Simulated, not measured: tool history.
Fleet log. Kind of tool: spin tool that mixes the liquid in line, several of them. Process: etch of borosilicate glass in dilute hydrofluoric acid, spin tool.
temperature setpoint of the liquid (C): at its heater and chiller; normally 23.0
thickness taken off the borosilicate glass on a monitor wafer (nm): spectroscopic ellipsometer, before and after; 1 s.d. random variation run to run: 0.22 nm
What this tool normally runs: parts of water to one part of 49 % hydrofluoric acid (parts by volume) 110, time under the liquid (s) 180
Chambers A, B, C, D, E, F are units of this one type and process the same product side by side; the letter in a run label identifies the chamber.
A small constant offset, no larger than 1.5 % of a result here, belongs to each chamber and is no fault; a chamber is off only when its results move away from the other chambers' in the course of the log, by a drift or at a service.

run	hour	temperature setpoint of the liquid (C)	parts of water to one part of 49 % hydrofluoric acid (parts by volume)	time under the liquid (s)	read-back film thickness of the borosilicate glass reference wafer, read on the same gauge (nm)	thickness taken off the borosilicate glass on a monitor wafer (nm)
1D	6.0	23.0	110	180	40.006	36.417
2C	10.6	23.0	110	180	39.995	35.802
3A	16.5	23.0	110	180	39.992	35.380
4B	21.6	23.0	110	180	39.980	35.806
5F	27.1	23.0	110	180	39.977	36.055
6E	33.0	23.0	110	180	40.034	36.240
7C	37.7	23.0	110	180	39.963	35.744
8A	42.6	23.0	110	180	39.999	35.556
9F	45.3	23.0	110	180	40.000	36.363
10D	49.6	23.0	110	180	40.000	36.565
11B	54.8	23.0	110	180	39.983	36.240
12E	59.0	23.0	110	180	39.992	36.342
13B	64.5	23.0	110	180	39.982	35.957
14F	70.0	23.0	110	180	39.998	35.948
15E	75.7	23.0	110	180	39.971	36.239
16A	79.5	23.0	130	130	39.998	21.231
17D	82.7	23.0	130	130	39.991	21.396
18C	88.1	23.0	130	130	39.990	21.254
19D	93.4	23.0	130	130	39.969	21.458
20F	98.9	23.0	130	130	40.018	21.384
21E	103.6	23.0	130	130	40.029	21.815
22B	109.5	23.0	110	180	40.003	36.189
23C	115.2	26.0	110	180	40.011	39.206
24A	118.8	26.0	110	180	40.006	40.105
25F	124.4	26.0	110	180	40.024	40.713
26D	130.1	26.0	110	180	39.994	40.950
27A	133.7	26.0	110	180	40.008	39.887
28E	137.2	26.0	110	180	40.019	40.419
29C	142.4	23.0	110	180	40.034	34.408
30B	147.5	23.0	110	180	40.007	36.508
31B	152.2	20.0	65	180	40.022	56.630
32C	157.5	20.0	65	180	39.991	54.846
# hour 161.8: chamber C: thermometer replaced
33E	163.3	20.0	65	180	39.986	57.294
34D	168.5	20.0	65	180	39.990	57.576
35F	172.8	20.0	65	180	39.998	55.816
36A	178.3	20.0	65	180	39.990	55.523
37A	182.6	23.0	110	180	40.000	35.387
38B	186.1	23.0	135	180	40.021	28.547
39C	192.0	23.0	135	180	39.999	26.075
40F	195.6	23.0	135	180	39.998	28.717

Predict what each chamber gives when all 6 of them run the settings below next.
41A	199.9	25.5	110	180		?
41B	199.9	25.5	110	180		?
41C	199.9	25.5	110	180		?
41D	199.9	25.5	110	180		?
41E	199.9	25.5	110	180		?
41F	199.9	25.5	110	180		?

run	thickness taken off the borosilicate glass on a monitor wafer (nm)
41A	38.927
41B	39.705
41C	36.463
41D	39.955
41E	40.029
41F	40.046
